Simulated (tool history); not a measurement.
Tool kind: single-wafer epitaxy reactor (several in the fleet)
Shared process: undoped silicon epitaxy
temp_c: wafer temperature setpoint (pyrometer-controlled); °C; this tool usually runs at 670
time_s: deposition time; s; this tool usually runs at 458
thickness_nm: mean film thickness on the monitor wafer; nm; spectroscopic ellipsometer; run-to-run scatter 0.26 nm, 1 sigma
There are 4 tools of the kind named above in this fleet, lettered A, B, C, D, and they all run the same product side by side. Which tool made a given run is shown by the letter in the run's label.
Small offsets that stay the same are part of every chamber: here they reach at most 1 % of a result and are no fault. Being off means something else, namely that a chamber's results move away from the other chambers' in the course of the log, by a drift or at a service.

run	hour	temp_c	time_s	read-back reference wafer on the same gauge, thickness_nm	thickness_nm
1D	12.9	670	458	136.97	117.690
2A	19.9	670	458	136.96	116.600
3B	26.8	670	458	136.99	118.170
4C	40.9	670	458	136.95	117.910
5D	47.5	670	458	137.01	117.470
6B	61.5	670	458	136.94	117.830
7A	67.7	670	458	137.00	116.510
8C	76.1	670	458	137.02	117.880
9C	84.4	670	458	136.97	117.790
10D	94.9	670	458	137.06	117.830
11B	101.1	662	458	136.99	99.684
12A	108.5	662	458	137.01	97.791
13B	119.4	662	458	136.94	99.477
14C	132.6	662	458	136.93	99.283
15D	143.6	670	458	137.08	117.690
16A	150.3	670	458	136.95	114.990
17D	156.5	670	458	136.99	117.770
18C	164.0	670	514	136.96	132.320
19B	177.3	670	514	137.04	131.800
20A	183.9	670	514	136.97	128.800
21D	195.8	670	514	136.94	131.800
22C	202.0	670	373	136.98	95.946
23B	209.7	670	373	136.99	95.727
# hour 211.2: chamber B: pyrometer calibrated
24A	219.0	670	373	137.03	93.024
25C	228.1	670	373	136.98	95.546
26A	236.6	670	458	137.05	113.650
27D	244.4	670	458	137.07	117.740
28B	258.6	670	458	136.96	117.860

One chamber off, gauge drift, or nothing amiss beyond the chambers' own small offsets? If it is a chamber, which one, and what is the likeliest cause?

One chamber, A, drifts off from the rest bit by bit.
Most likely cause: wafer temperature below the value expected at the setpoint (K) = 1.52.

Which of the 4 candidates below, each the usual settings with something changed and its results left as question marks, puts chamber A back in line with what the other chambers give on the usual settings?
Maximum distance from the other chambers' mean on the usual settings for a result to count as in line: thickness_nm 0.940 nm
29A-1	268.8	670	440		?
29A-2	268.8	667	458		?
29A-3	268.8	673	458		?
29A-4	268.8	670	476		?

Average result of the remaining chambers running the usual settings: thickness_nm 117.790 nm
run	thickness_nm
29A-1	108.750
29A-2	106.250
29A-3	120.560
29A-4	117.650
29A-4 brings the chamber back in line.
